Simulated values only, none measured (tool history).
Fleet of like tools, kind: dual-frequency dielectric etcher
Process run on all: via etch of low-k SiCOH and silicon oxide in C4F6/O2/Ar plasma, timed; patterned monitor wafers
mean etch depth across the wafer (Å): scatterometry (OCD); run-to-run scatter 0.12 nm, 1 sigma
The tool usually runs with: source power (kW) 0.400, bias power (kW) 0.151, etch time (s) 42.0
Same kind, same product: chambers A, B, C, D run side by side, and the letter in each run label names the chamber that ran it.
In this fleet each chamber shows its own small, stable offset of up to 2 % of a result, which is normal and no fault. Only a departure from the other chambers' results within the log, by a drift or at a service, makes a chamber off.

run	hour	source power (kW)	bias power (kW)	etch time (s)	read-back reference wafer on the same gauge, depth_nm	mean etch depth across the wafer (Å)
1C	6.7	0.400	0.151	42.0	105.98	1034.60
2A	14.7	0.400	0.151	42.0	106.04	1044.70
3D	24.4	0.400	0.151	42.0	106.04	1049.00
4B	34.5	0.400	0.151	42.0	106.05	1055.10
5B	42.9	0.400	0.151	42.0	106.08	1055.70
6A	50.2	0.400	0.151	42.0	106.09	1041.40
7C	59.6	0.400	0.151	42.0	106.11	1036.90
8D	66.4	0.400	0.151	42.0	106.14	1048.10
9B	75.5	0.400	0.151	42.0	106.16	1053.70
10D	85.6	0.400	0.151	42.0	106.15	1048.50
11A	91.1	0.400	0.151	42.0	106.15	1044.70
12C	101.7	0.400	0.151	42.0	106.17	1037.80
13A	114.0	0.400	0.151	42.0	106.15	1042.80
14B	122.0	0.400	0.151	42.0	106.25	1054.20
15C	134.5	0.400	0.151	42.0	106.26	1036.20
16D	141.5	0.400	0.151	42.0	106.23	1050.00
17C	151.6	0.400	0.151	42.0	106.24	1038.50
18B	157.3	0.400	0.151	42.0	106.25	1054.70
# hour 160.1: chamber A: wet clean of the chamber
19D	167.3	0.400	0.151	42.0	106.29	1051.80
# hour 167.5: chamber C: wet clean of the chamber
20A	177.8	0.400	0.151	42.0	106.30	1044.70
21C	187.3	0.400	0.151	35.0	106.32	865.43
22D	199.4	0.400	0.151	35.0	106.32	874.85
23B	208.5	0.400	0.151	35.0	106.36	881.77
24A	218.5	0.400	0.151	35.0	106.40	872.62
25C	230.2	0.400	0.151	42.0	106.38	1037.20
26A	238.0	0.400	0.151	42.0	106.40	1048.60
27B	246.8	0.400	0.151	42.0	106.44	1058.50
28D	258.3	0.400	0.151	42.0	106.45	1050.60
29C	265.4	0.400	0.151	42.0	106.46	1040.70
30B	275.6	0.400	0.151	42.0	106.49	1058.90
31D	282.5	0.400	0.151	42.0	106.50	1052.90

Each of the 4 chambers runs these same settings next. Fill in every chamber's results:
32A	291.5	0.400	0.151	31.5		?
32B	291.5	0.400	0.151	31.5		?
32C	291.5	0.400	0.151	31.5		?
32D	291.5	0.400	0.151	31.5		?

run	mean etch depth across the wafer (Å)
32A	785.89
32B	794.12
32C	781.49
32D	791.55
